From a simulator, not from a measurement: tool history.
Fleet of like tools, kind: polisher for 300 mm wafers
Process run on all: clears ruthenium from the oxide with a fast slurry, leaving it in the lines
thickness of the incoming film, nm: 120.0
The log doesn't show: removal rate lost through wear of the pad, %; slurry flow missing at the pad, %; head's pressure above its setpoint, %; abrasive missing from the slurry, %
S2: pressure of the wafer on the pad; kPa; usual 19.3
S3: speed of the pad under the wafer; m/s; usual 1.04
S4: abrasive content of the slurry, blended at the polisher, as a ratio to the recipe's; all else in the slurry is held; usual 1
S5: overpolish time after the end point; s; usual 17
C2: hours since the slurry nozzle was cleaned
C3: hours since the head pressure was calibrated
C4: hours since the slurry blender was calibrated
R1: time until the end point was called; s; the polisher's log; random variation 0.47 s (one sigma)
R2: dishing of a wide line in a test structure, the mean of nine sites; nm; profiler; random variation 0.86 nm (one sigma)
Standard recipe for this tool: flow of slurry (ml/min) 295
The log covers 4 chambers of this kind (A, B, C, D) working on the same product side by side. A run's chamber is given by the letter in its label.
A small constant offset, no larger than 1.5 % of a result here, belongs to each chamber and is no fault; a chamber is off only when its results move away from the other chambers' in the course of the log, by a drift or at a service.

-- hour=2.6 chamber C: worn pad replaced by a new one
run 1B hour=10.4 | flow_of_slurry_(ml/min)=295 S2=19.3 S3=1.04 S4=1 S5=17 | wafers_polished_on_this_pad=809 C2=337.4 C3=53.1 C4=89.7 | R1=26.470 R2=59.504
-- hour=11.9 chamber B: worn pad replaced by a new one
run 2C hour=15.9 | flow_of_slurry_(ml/min)=295 S2=19.3 S3=1.04 S4=1 S5=17 | wafers_polished_on_this_pad=174 C2=474.9 C3=335.0 C4=199.4 | R1=26.953 R2=57.773
-- hour=23.0 chamber A: slurry blender recalibrated
run 3D hour=24.5 | flow_of_slurry_(ml/min)=295 S2=19.3 S3=1.04 S4=1 S5=17 | wafers_polished_on_this_pad=790 C2=493.2 C3=150.8 C4=236.3 | R1=27.065 R2=61.241
run 4A hour=29.7 | flow_of_slurry_(ml/min)=295 S2=19.3 S3=1.04 S4=1 S5=17 | wafers_polished_on_this_pad=837 C2=197.4 C3=80.3 C4=6.8 | R1=26.253 R2=58.950
run 5D hour=38.2 | flow_of_slurry_(ml/min)=295 S2=19.3 S3=1.04 S4=1 S5=21 | wafers_polished_on_this_pad=970 C2=506.9 C3=164.5 C4=250.0 | R1=26.719 R2=72.326
-- hour=40.2 chamber A: worn pad replaced by a new one
-- hour=48.1 chamber C: head pressure recalibrated
run 6C hour=49.4 | flow_of_slurry_(ml/min)=295 S2=19.3 S3=1.04 S4=1 S5=21 | wafers_polished_on_this_pad=614 C2=508.4 C3=1.3 C4=232.9 | R1=26.509 R2=71.669
run 7B hour=57.6 | flow_of_slurry_(ml/min)=295 S2=19.3 S3=1.04 S4=1 S5=21 | wafers_polished_on_this_pad=600 C2=384.6 C3=100.3 C4=136.9 | R1=26.714 R2=71.045
run 8A hour=63.2 | flow_of_slurry_(ml/min)=295 S2=19.3 S3=1.04 S4=1 S5=21 | wafers_polished_on_this_pad=302 C2=230.9 C3=113.8 C4=40.3 | R1=26.599 R2=69.741
-- hour=63.7 chamber C: worn pad replaced by a new one
-- hour=65.1 chamber D: worn pad replaced by a new one
run 9A hour=70.2 | flow_of_slurry_(ml/min)=295 S2=19.3 S3=1.04 S4=1 S5=17 | wafers_polished_on_this_pad=394 C2=237.9 C3=120.8 C4=47.3 | R1=26.392 R2=59.615
-- hour=74.3 chamber B: worn pad replaced by a new one
run 10B hour=80.9 | flow_of_slurry_(ml/min)=295 S2=19.3 S3=1.04 S4=1 S5=17 | wafers_polished_on_this_pad=87 C2=407.9 C3=123.6 C4=160.2 | R1=27.040 R2=60.455
-- hour=86.4 chamber D: slurry nozzle cleaned
run 11C hour=86.6 | flow_of_slurry_(ml/min)=295 S2=19.3 S3=1.04 S4=1 S5=17 | wafers_polished_on_this_pad=301 C2=545.6 C3=38.5 C4=270.1 | R1=27.818 R2=59.812
run 12D hour=97.8 | flow_of_slurry_(ml/min)=295 S2=19.3 S3=1.04 S4=1 S5=17 | wafers_polished_on_this_pad=430 C2=11.4 C3=224.1 C4=309.6 | R1=26.226 R2=58.103
-- hour=100.8 chamber A: worn pad replaced by a new one
run 13D hour=105.5 | flow_of_slurry_(ml/min)=295 S2=24.1 S3=1.04 S4=1 S5=10 | wafers_polished_on_this_pad=531 C2=19.1 C3=231.8 C4=317.3 | R1=21.381 R2=45.474
run 14A hour=112.7 | flow_of_slurry_(ml/min)=295 S2=24.1 S3=1.04 S4=1 S5=10 | wafers_polished_on_this_pad=157 C2=280.4 C3=163.3 C4=89.8 | R1=21.520 R2=46.034
-- hour=121.6 chamber C: worn pad replaced by a new one
run 15C hour=121.6 | flow_of_slurry_(ml/min)=295 S2=24.1 S3=1.04 S4=1 S5=10 | wafers_polished_on_this_pad=0 C2=580.6 C3=73.5 C4=305.1 | R1=22.492 R2=44.303
run 16B hour=128.2 | flow_of_slurry_(ml/min)=295 S2=24.1 S3=1.04 S4=1 S5=10 | wafers_polished_on_this_pad=708 C2=455.2 C3=170.9 C4=207.5 | R1=21.977 R2=45.685
run 17D hour=134.5 | flow_of_slurry_(ml/min)=295 S2=19.3 S3=1.04 S4=1 S5=17 | wafers_polished_on_this_pad=911 C2=48.1 C3=260.8 C4=346.3 | R1=25.949 R2=60.323
-- hour=135.2 chamber B: worn pad replaced by a new one
run 18B hour=143.6 | flow_of_slurry_(ml/min)=295 S2=19.3 S3=1.04 S4=1 S5=17 | wafers_polished_on_this_pad=111 C2=470.6 C3=186.3 C4=222.9 | R1=27.240 R2=59.251
run 19C hour=149.1 | flow_of_slurry_(ml/min)=295 S2=19.3 S3=1.04 S4=1 S5=17 | wafers_polished_on_this_pad=361 C2=608.1 C3=101.0 C4=332.6 | R1=28.319 R2=56.692
run 20A hour=160.2 | flow_of_slurry_(ml/min)=295 S2=19.3 S3=1.04 S4=1 S5=17 | wafers_polished_on_this_pad=781 C2=327.9 C3=210.8 C4=137.3 | R1=26.406 R2=58.230
-- hour=163.6 chamber A: worn pad replaced by a new one
-- hour=164.3 chamber D: slurry blender recalibrated
run 21B hour=170.4 | flow_of_slurry_(ml/min)=295 S2=19.3 S3=1.04 S4=1 S5=17 | wafers_polished_on_this_pad=463 C2=497.4 C3=213.1 C4=249.7 | R1=27.755 R2=59.493
-- hour=173.6 chamber C: worn pad replaced by a new one
run 22C hour=175.7 | flow_of_slurry_(ml/min)=295 S2=19.3 S3=1.04 S4=1 S5=17 | wafers_polished_on_this_pad=27 C2=634.7 C3=127.6 C4=359.2 | R1=28.321 R2=57.311
-- hour=177.0 chamber D: worn pad replaced by a new one
run 23D hour=180.8 | flow_of_slurry_(ml/min)=295 S2=19.3 S3=1.04 S4=1 S5=17 | wafers_polished_on_this_pad=50 C2=94.4 C3=307.1 C4=16.6 | R1=26.282 R2=59.215
-- hour=188.5 chamber D: head pressure recalibrated
run 24A hour=189.4 | flow_of_slurry_(ml/min)=295 S2=19.3 S3=1.04 S4=1 S5=17 | wafers_polished_on_this_pad=339 C2=357.1 C3=240.0 C4=166.5 | R1=27.217 R2=59.456
-- hour=192.2 chamber B: worn pad replaced by a new one
-- hour=194.1 chamber B: slurry nozzle cleaned
run 25D hour=196.3 | flow_of_slurry_(ml/min)=295 S2=19.3 S3=1.04 S4=1 S5=17 | wafers_polished_on_this_pad=253 C2=109.9 C3=7.9 C4=32.1 | R1=26.427 R2=60.825
run 26B hour=202.3 | flow_of_slurry_(ml/min)=295 S2=19.3 S3=1.04 S4=1 S5=17 | wafers_polished_on_this_pad=132 C2=8.3 C3=245.0 C4=281.6 | R1=27.897 R2=59.848
run 27C hour=212.3 | flow_of_slurry_(ml/min)=295 S2=19.3 S3=1.04 S4=1 S5=17 | wafers_polished_on_this_pad=508 C2=671.3 C3=164.2 C4=395.8 | R1=29.577 R2=55.327
-- hour=219.0 chamber B: slurry blender recalibrated
run 28A hour=221.0 | flow_of_slurry_(ml/min)=295 S2=19.3 S3=1.04 S4=1 S5=17 | wafers_polished_on_this_pad=754 C2=388.7 C3=271.6 C4=198.1 | R1=26.918 R2=60.318
run 29A hour=228.2 | flow_of_slurry_(ml/min)=295 S2=19.3 S3=1.04 S4=1 S5=17 | wafers_polished_on_this_pad=848 C2=395.9 C3=278.8 C4=205.3 | R1=26.854 R2=59.851
-- hour=234.2 chamber A: worn pad replaced by a new one
-- hour=234.6 chamber C: worn pad replaced by a new one
run 30C hour=237.7 | flow_of_slurry_(ml/min)=295 S2=19.3 S3=1.04 S4=1 S5=17 | wafers_polished_on_this_pad=41 C2=696.7 C3=189.6 C4=421.2 | R1=30.167 R2=55.466
-- hour=245.8 chamber B: worn pad replaced by a new one
run 31D hour=248.5 | flow_of_slurry_(ml/min)=295 S2=19.3 S3=1.04 S4=1 S5=17 | wafers_polished_on_this_pad=939 C2=162.1 C3=60.1 C4=84.3 | R1=25.936 R2=60.948
-- hour=251.5 chamber B: head pressure recalibrated
run 32B hour=258.0 | flow_of_slurry_(ml/min)=295 S2=19.3 S3=1.04 S4=1 S5=17 | wafers_polished_on_this_pad=161 C2=64.0 C3=6.6 C4=39.0 | R1=26.425 R2=58.609
run 33B hour=263.8 | flow_of_slurry_(ml/min)=295 S2=19.3 S3=1.04 S4=1 S5=17 | wafers_polished_on_this_pad=237 C2=69.8 C3=12.4 C4=44.8 | R1=27.152 R2=59.317
run 34C hour=270.4 | flow_of_slurry_(ml/min)=295 S2=19.3 S3=1.04 S4=1 S5=17 | wafers_polished_on_this_pad=470 C2=729.4 C3=222.3 C4=453.9 | R1=29.942 R2=53.945
-- hour=279.6 chamber A: slurry blender recalibrated
run 35A hour=281.3 | flow_of_slurry_(ml/min)=295 S2=19.3 S3=1.04 S4=1 S5=17 | wafers_polished_on_this_pad=619 C2=449.0 C3=331.9 C4=1.7 | R1=26.315 R2=57.131
-- hour=281.5 chamber D: worn pad replaced by a new one
run 36D hour=288.2 | flow_of_slurry_(ml/min)=295 S2=19.3 S3=1.04 S4=1 S5=17 | wafers_polished_on_this_pad=89 C2=201.8 C3=99.8 C4=124.0 | R1=26.021 R2=60.215

All 4 chambers run these settings next. Forecast each chamber's results:
run 37A hour=296.5 | flow_of_slurry_(ml/min)=295 S2=19.3 S3=0.84 S4=1 S5=17 | R1=? R2=?
run 37B hour=296.5 | flow_of_slurry_(ml/min)=295 S2=19.3 S3=0.84 S4=1 S5=17 | R1=? R2=?
run 37C hour=296.5 | flow_of_slurry_(ml/min)=295 S2=19.3 S3=0.84 S4=1 S5=17 | R1=? R2=?
run 37D hour=296.5 | flow_of_slurry_(ml/min)=295 S2=19.3 S3=0.84 S4=1 S5=17 | R1=? R2=?

run=37A R1=32.843 R2=48.874
run=37B R1=33.773 R2=49.780
run=37C R1=37.084 R2=43.311
run=37D R1=32.678 R2=49.502
